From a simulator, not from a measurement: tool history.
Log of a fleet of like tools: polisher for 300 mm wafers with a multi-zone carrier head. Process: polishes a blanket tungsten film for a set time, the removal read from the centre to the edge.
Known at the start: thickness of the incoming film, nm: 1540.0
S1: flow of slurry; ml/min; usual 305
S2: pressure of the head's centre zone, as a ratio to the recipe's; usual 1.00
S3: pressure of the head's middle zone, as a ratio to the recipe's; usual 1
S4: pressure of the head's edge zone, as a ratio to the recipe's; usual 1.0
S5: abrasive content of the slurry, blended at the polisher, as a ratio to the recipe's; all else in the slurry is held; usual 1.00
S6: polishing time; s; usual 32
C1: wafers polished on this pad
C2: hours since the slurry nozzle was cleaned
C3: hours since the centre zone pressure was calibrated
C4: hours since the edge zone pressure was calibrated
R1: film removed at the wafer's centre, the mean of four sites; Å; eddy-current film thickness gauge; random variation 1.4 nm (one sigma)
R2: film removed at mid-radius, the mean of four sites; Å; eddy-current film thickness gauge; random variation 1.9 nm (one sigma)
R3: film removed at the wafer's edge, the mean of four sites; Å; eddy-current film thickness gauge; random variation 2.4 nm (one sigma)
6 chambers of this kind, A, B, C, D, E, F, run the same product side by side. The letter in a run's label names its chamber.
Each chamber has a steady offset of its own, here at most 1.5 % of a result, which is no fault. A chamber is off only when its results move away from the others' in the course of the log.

At hour 1.1: chamber C: centre zone pressure recalibrated.
At hour 3.5: chamber F: worn pad replaced by a new one.
Run 1E, hour 6.8: usual settings; C1 186; C2 561.3; C3 593.1; C4 281.4. Result: R1 1709.2 Å, R2 1736.1 Å, R3 1762.5 Å.
Run 2F, hour 15.6: usual settings; C1 107; C2 39.8; C3 1110.6; C4 202.4. Result: R1 1710.8 Å, R2 1744.9 Å, R3 1723.9 Å.
Run 3B, hour 23.0: usual settings; C1 360; C2 274.0; C3 403.7; C4 315.4. Result: R1 1718.0 Å, R2 1682.8 Å, R3 1711.9 Å.
Run 4A, hour 31.6: usual settings; C1 293; C2 242.0; C3 921.4; C4 360.8. Result: R1 1716.8 Å, R2 1764.1 Å, R3 1737.9 Å.
Run 5D, hour 41.4: usual settings; C1 731; C2 548.3; C3 260.3; C4 66.9. Result: R1 1701.0 Å, R2 1745.2 Å, R3 1702.1 Å.
At hour 44.2: chamber D: worn pad replaced by a new one.
Run 6C, hour 48.0: usual settings; C1 1034; C2 485.4; C3 47.0; C4 484.7. Result: R1 1712.2 Å, R2 1692.9 Å, R3 1714.2 Å.
At hour 50.8: chamber B: centre zone pressure recalibrated.
Run 7A, hour 53.5: usual settings; C1 488; C2 263.9; C3 943.3; C4 382.7. Result: R1 1722.4 Å, R2 1705.9 Å, R3 1726.6 Å.
At hour 58.1: chamber C: worn pad replaced by a new one.
Run 8F, hour 63.1: usual settings; C1 529; C2 87.3; C3 1158.1; C4 249.9. Result: R1 1711.3 Å, R2 1689.7 Å, R3 1729.4 Å.
Run 9E, hour 70.5: usual settings; C1 751; C2 625.0; C3 656.8; C4 345.1. Result: R1 1702.0 Å, R2 1712.7 Å, R3 1722.6 Å.
At hour 75.2: chamber B: worn pad replaced by a new one.
Run 10C, hour 80.5: usual settings; C1 199; C2 517.9; C3 79.5; C4 517.2. Result: R1 1707.1 Å, R2 1702.0 Å, R3 1734.3 Å.
At hour 88.3: chamber F: worn pad replaced by a new one.
Run 11B, hour 91.2: usual settings; C1 142; C2 342.2; C3 40.5; C4 383.6. Result: R1 1709.8 Å, R2 1730.0 Å, R3 1735.3 Å.
At hour 99.7: chamber B: edge zone pressure recalibrated.
Run 12D, hour 101.8: usual settings; C1 512; C2 608.7; C3 320.7; C4 127.3. Result: R1 1702.3 Å, R2 1735.5 Å, R3 1743.8 Å.
At hour 104.9: chamber A: centre zone pressure recalibrated.
Run 13C, hour 109.1: usual settings; C1 452; C2 546.5; C3 108.1; C4 545.8. Result: R1 1724.7 Å, R2 1688.4 Å, R3 1713.1 Å.
At hour 115.1: chamber A: worn pad replaced by a new one.
Run 14E, hour 119.0: usual settings; C1 1182; C2 673.5; C3 705.3; C4 393.6. Result: R1 1727.3 Å, R2 1720.6 Å, R3 1718.9 Å.
At hour 120.2: chamber E: worn pad replaced by a new one.
Run 15D, hour 124.3: usual settings; C1 711; C2 631.2; C3 343.2; C4 149.8. Result: R1 1681.4 Å, R2 1697.8 Å, R3 1744.5 Å.
At hour 124.8: chamber D: worn pad replaced by a new one.
Run 16B, hour 132.4: usual settings; C1 508; C2 383.4; C3 81.7; C4 32.7. Result: R1 1712.9 Å, R2 1727.1 Å, R3 1711.4 Å.
At hour 138.7: chamber E: slurry nozzle cleaned.
Run 17A, hour 139.6: usual settings; C1 217; C2 350.0; C3 34.7; C4 468.8. Result: R1 1705.4 Å, R2 1728.1 Å, R3 1704.8 Å.
Run 18F, hour 147.5: usual settings; C1 525; C2 171.7; C3 1242.5; C4 334.3. Result: R1 1708.8 Å, R2 1716.9 Å, R3 1697.5 Å.
Run 19C, hour 156.0: usual settings but S2 1.11; C1 869; C2 593.4; C3 155.0; C4 592.7. Result: R1 1945.3 Å, R2 1710.3 Å, R3 1686.0 Å.
Run 20B, hour 161.1: usual settings but S2 1.11; C1 762; C2 412.1; C3 110.4; C4 61.4. Result: R1 1952.6 Å, R2 1734.9 Å, R3 1700.3 Å.
At hour 164.8: chamber F: worn pad replaced by a new one.
Run 21D, hour 167.2: usual settings but S2 1.11; C1 376; C2 674.1; C3 386.1; C4 192.7. Result: R1 1875.5 Å, R2 1743.8 Å, R3 1743.4 Å.
At hour 172.5: chamber A: slurry nozzle cleaned.
Run 22E, hour 175.2: usual settings but S2 1.11; C1 488; C2 36.5; C3 761.5; C4 449.8. Result: R1 1912.4 Å, R2 1723.6 Å, R3 1759.2 Å.
At hour 181.9: chamber C: worn pad replaced by a new one.
Run 23F, hour 182.5: usual settings but S2 1.11; C1 157; C2 206.7; C3 1277.5; C4 369.3. Result: R1 1906.5 Å, R2 1729.9 Å, R3 1706.3 Å.
At hour 184.2: chamber B: worn pad replaced by a new one.
At hour 184.5: chamber C: slurry nozzle cleaned.
Run 24A, hour 192.1: usual settings but S2 1.11; C1 683; C2 19.7; C3 87.2; C4 521.3. Result: R1 1941.9 Å, R2 1730.3 Å, R3 1723.8 Å.
Run 25A, hour 197.6: usual settings; C1 732; C2 25.2; C3 92.7; C4 526.8. Result: R1 1705.8 Å, R2 1701.5 Å, R3 1711.0 Å.
Run 26C, hour 207.8: usual settings but S1 390 ml/min, S2 0.96; C1 230; C2 23.3; C3 206.8; C4 644.5. Result: R1 1688.1 Å, R2 1738.5 Å, R3 1772.9 Å.
At hour 213.1: chamber D: worn pad replaced by a new one.
Run 27F, hour 217.0: usual settings but S1 390 ml/min, S2 0.96; C1 464; C2 241.2; C3 1312.0; C4 403.8. Result: R1 1679.2 Å, R2 1746.5 Å, R3 1755.8 Å.
Run 28D, hour 222.7: usual settings but S1 390 ml/min, S2 0.96; C1 85; C2 729.6; C3 441.6; C4 248.2. Result: R1 1647.3 Å, R2 1740.8 Å, R3 1752.9 Å.
Run 29E, hour 229.3: usual settings but S1 390 ml/min, S2 0.96; C1 968; C2 90.6; C3 815.6; C4 503.9. Result: R1 1671.5 Å, R2 1767.2 Å, R3 1760.5 Å.
Run 30B, hour 236.8: usual settings but S1 390 ml/min, S2 0.96; C1 467; C2 487.8; C3 186.1; C4 137.1. Result: R1 1692.1 Å, R2 1740.7 Å, R3 1789.0 Å.
At hour 238.3: chamber F: worn pad replaced by a new one.
Run 31F, hour 243.3: usual settings but S1 390 ml/min, S2 0.96; C1 45; C2 267.5; C3 1338.3; C4 430.1. Result: R1 1664.0 Å, R2 1755.9 Å, R3 1732.6 Å.
At hour 252.0: chamber E: worn pad replaced by a new one.
Run 32A, hour 252.3: usual settings; C1 1218; C2 79.9; C3 147.4; C4 581.5. Result: R1 1705.3 Å, R2 1727.8 Å, R3 1721.8 Å.
At hour 255.6: chamber D: slurry nozzle cleaned.
Run 33D, hour 261.2: usual settings; C1 427; C2 5.7; C3 480.1; C4 286.7. Result: R1 1703.9 Å, R2 1693.0 Å, R3 1751.8 Å.
Run 34C, hour 267.8: usual settings; C1 762; C2 83.3; C3 266.8; C4 704.5. Result: R1 1713.1 Å, R2 1687.8 Å, R3 1751.0 Å.
Run 35B, hour 276.5: usual settings but S4 1.1, S5 1.25; C1 819; C2 527.5; C3 225.8; C4 176.8. Result: R1 1821.7 Å, R2 1819.3 Å, R3 1942.2 Å.
At hour 281.3: chamber C: worn pad replaced by a new one.
Run 36E, hour 286.5: usual settings but S4 1.1, S5 1.25; C1 307; C2 147.8; C3 872.8; C4 561.1. Result: R1 1814.8 Å, R2 1817.7 Å, R3 1878.1 Å.
At hour 294.8: chamber B: worn pad replaced by a new one.
Run 37C, hour 296.8: usual settings but S4 1.1, S5 1.25; C1 138; C2 112.3; C3 295.8; C4 733.5. Result: R1 1817.2 Å, R2 1796.8 Å, R3 1909.3 Å.
Run 38B, hour 306.4: usual settings but S4 1.1, S5 1.25; C1 103; C2 557.4; C3 255.7; C4 206.7. Result: R1 1832.3 Å, R2 1804.4 Å, R3 1951.3 Å.
Run 39E, hour 313.6: usual settings but S4 1.1, S5 1.25; C1 547; C2 174.9; C3 899.9; C4 588.2. Result: R1 1793.9 Å, R2 1854.5 Å, R3 1966.4 Å.

Next, every chamber runs the same settings. What will each give?
Run 40A, hour 321.4: usual settings. Result: R1 ?, R2 ?, R3 ?.
Run 40B, hour 321.4: usual settings. Result: R1 ?, R2 ?, R3 ?.
Run 40C, hour 321.4: usual settings. Result: R1 ?, R2 ?, R3 ?.
Run 40D, hour 321.4: usual settings. Result: R1 ?, R2 ?, R3 ?.
Run 40E, hour 321.4: usual settings. Result: R1 ?, R2 ?, R3 ?.
Run 40F, hour 321.4: usual settings. Result: R1 ?, R2 ?, R3 ?.

run      R1      R2      R3
40A  1718.7  1732.1  1689.6
40B  1735.8  1714.1  1730.3
40C  1729.0  1759.8  1748.4
40D  1690.6  1745.3  1763.6
40E  1703.4  1713.0  1707.8
40F  1715.7  1713.3  1754.3

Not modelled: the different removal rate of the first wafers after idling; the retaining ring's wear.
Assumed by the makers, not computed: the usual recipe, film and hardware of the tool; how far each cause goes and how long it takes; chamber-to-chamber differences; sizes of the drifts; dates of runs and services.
